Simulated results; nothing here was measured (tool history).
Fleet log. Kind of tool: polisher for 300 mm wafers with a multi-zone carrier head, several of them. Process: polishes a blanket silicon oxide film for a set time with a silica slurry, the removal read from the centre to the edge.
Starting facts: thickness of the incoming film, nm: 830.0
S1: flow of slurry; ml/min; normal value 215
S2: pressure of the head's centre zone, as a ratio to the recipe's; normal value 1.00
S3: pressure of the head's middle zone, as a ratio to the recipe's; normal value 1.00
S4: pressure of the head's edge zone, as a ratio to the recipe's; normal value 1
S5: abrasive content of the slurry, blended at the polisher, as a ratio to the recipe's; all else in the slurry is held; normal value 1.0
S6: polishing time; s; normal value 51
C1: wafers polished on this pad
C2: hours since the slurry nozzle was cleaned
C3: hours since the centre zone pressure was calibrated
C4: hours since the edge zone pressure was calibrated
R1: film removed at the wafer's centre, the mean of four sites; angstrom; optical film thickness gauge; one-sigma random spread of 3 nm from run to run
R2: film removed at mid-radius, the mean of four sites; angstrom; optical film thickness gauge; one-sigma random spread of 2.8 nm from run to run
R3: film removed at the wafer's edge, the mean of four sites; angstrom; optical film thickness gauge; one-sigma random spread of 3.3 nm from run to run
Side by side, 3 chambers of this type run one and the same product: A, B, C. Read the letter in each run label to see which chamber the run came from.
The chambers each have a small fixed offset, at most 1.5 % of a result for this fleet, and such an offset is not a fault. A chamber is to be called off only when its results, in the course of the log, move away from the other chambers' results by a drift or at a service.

run,hour,S1,S2,S3,S4,S5,S6,C1,C2,C3,C4,R1,R2,R3
1C,4.5,215,1.00,1.00,1,1.0,51,807,21.4,419.0,226.8,2544.3,2513.8,2555.2
2B,8.9,215,1.00,1.00,1,1.0,51,678,468.8,453.8,194.3,2591.1,2557.8,2554.3
3A,12.9,215,1.00,1.00,1,1.0,51,390,56.1,684.9,160.2,2572.7,2618.4,2475.8
4B,16.3,215,1.00,1.00,1,1.0,51,764,476.2,461.2,201.7,2581.7,2556.4,2539.5
5C,19.7,215,1.00,1.00,1,1.0,51,984,36.6,434.2,242.0,2515.5,2477.0,2526.3
6A,23.2,215,1.00,1.00,1,1.0,51,509,66.4,695.2,170.5,2556.7,2564.2,2488.3
7A,25.7,215,1.00,1.00,1,1.0,51,538,68.9,697.7,173.0,2598.6,2529.2,2554.9
# hour 26.7: chamber A: worn pad replaced by a new one
8B,28.7,215,1.00,1.00,1,1.0,51,908,488.6,473.6,214.1,2570.4,2503.9,2563.3
9C,32.5,215,1.00,1.00,1,1.0,51,1132,49.4,447.0,254.8,2573.8,2548.4,2509.7
# hour 34.4: chamber B: worn pad replaced by a new one
10B,36.7,215,1.00,1.00,1,1.0,51,27,496.6,481.6,222.1,2583.1,2575.4,2483.7
11A,39.8,215,1.00,0.96,1,1.0,51,152,83.0,711.8,187.1,2561.1,2467.8,2564.0
12C,42.7,215,1.00,0.96,1,1.0,51,1250,59.6,457.2,265.0,2525.2,2431.8,2482.6
13B,45.9,215,1.00,0.96,1,1.0,51,133,505.8,490.8,231.3,2568.8,2467.3,2567.0
14C,49.4,215,1.00,1.00,1,1.0,51,1328,66.3,463.9,271.7,2527.3,2508.4,2534.7
# hour 51.4: chamber C: centre zone pressure recalibrated
15A,54.0,215,1.00,1.00,1,1.0,51,317,97.2,726.0,201.3,2530.6,2592.0,2537.7
16A,56.8,215,1.00,1.00,1,1.0,51,349,100.0,728.8,204.1,2504.1,2540.2,2533.2
# hour 58.2: chamber C: worn pad replaced by a new one
17B,59.5,215,1.00,1.00,1,1.0,51,291,519.4,504.4,244.9,2547.6,2557.7,2588.1
18C,63.1,215,1.00,1.00,1,1.0,51,57,80.0,11.7,285.4,2313.3,2539.0,2594.6
19B,67.4,215,1.00,1.00,1,1.0,51,383,527.3,512.3,252.8,2590.0,2477.6,2597.8
20C,71.8,215,1.00,1.00,1,1.0,51,158,88.7,20.4,294.1,2316.7,2527.8,2492.6
21A,73.9,215,1.04,1.00,1,1.0,51,548,117.1,745.9,221.2,2668.0,2530.0,2587.7
# hour 76.3: chamber B: slurry nozzle cleaned
22B,76.8,215,1.04,1.00,1,1.0,51,492,0.6,521.7,262.2,2651.8,2556.7,2528.2
23C,79.1,215,1.04,1.00,1,1.0,51,243,96.0,27.7,301.4,2443.2,2520.0,2570.1
# hour 81.0: chamber A: worn pad replaced by a new one
24A,81.8,215,1.00,1.00,1,1.0,51,9,125.0,753.8,229.1,2558.8,2537.0,2517.5
25B,84.0,215,1.00,1.00,1,1.3,51,575,7.8,528.9,269.4,2893.5,2879.9,2792.5
26C,87.2,215,1.00,1.00,1,1.3,51,336,104.1,35.8,309.5,2639.5,2823.4,2861.2
27A,91.9,215,1.00,1.00,1,1.3,51,126,135.1,763.9,239.2,2822.1,2848.7,2815.3
28B,94.9,215,1.00,1.04,1,1.1,51,701,18.7,539.8,280.3,2662.4,2716.5,2661.5

Which is it: a chamber that has drifted or been left off by a service, a gauge drift common to all chambers, or only each chamber's usual small offset? If a chamber is off, name it and its likeliest cause.

The work done on chamber C during a service left it standing apart from the others.
Likeliest cause: centre zone's pressure below its setpoint, % = 7.88.

Which of the 4 candidates below, each the usual settings with something changed and its results left as question marks, puts chamber C back in line with what the other chambers give on the usual settings?
In line means no further than this from the other chambers' mean on the usual settings: R1 100.0 angstrom; R2 98.0 angstrom; R3 110.0 angstrom
29C-1,98.3,210,0.92,1.00,1.04,1.0,51,,,,,?,?,?
29C-2,98.3,215,1.02,1.00,0.99,1.0,51,,,,,?,?,?
29C-3,98.3,220,1.08,1.00,0.96,1.0,51,,,,,?,?,?
29C-4,98.3,215,0.98,1.00,1.01,1.0,51,,,,,?,?,?

Other chambers, usual settings, mean: R1 2556.6 angstrom; R2 2562.2 angstrom; R3 2540.3 angstrom
run,R1,R2,R3
29C-1,2089.9,2510.4,2576.3
29C-2,2350.1,2517.4,2517.1
29C-3,2510.4,2524.5,2483.5
29C-4,2249.0,2517.8,2543.3
The right change is 29C-3: it brings the chamber back within the allowed miss of the others.

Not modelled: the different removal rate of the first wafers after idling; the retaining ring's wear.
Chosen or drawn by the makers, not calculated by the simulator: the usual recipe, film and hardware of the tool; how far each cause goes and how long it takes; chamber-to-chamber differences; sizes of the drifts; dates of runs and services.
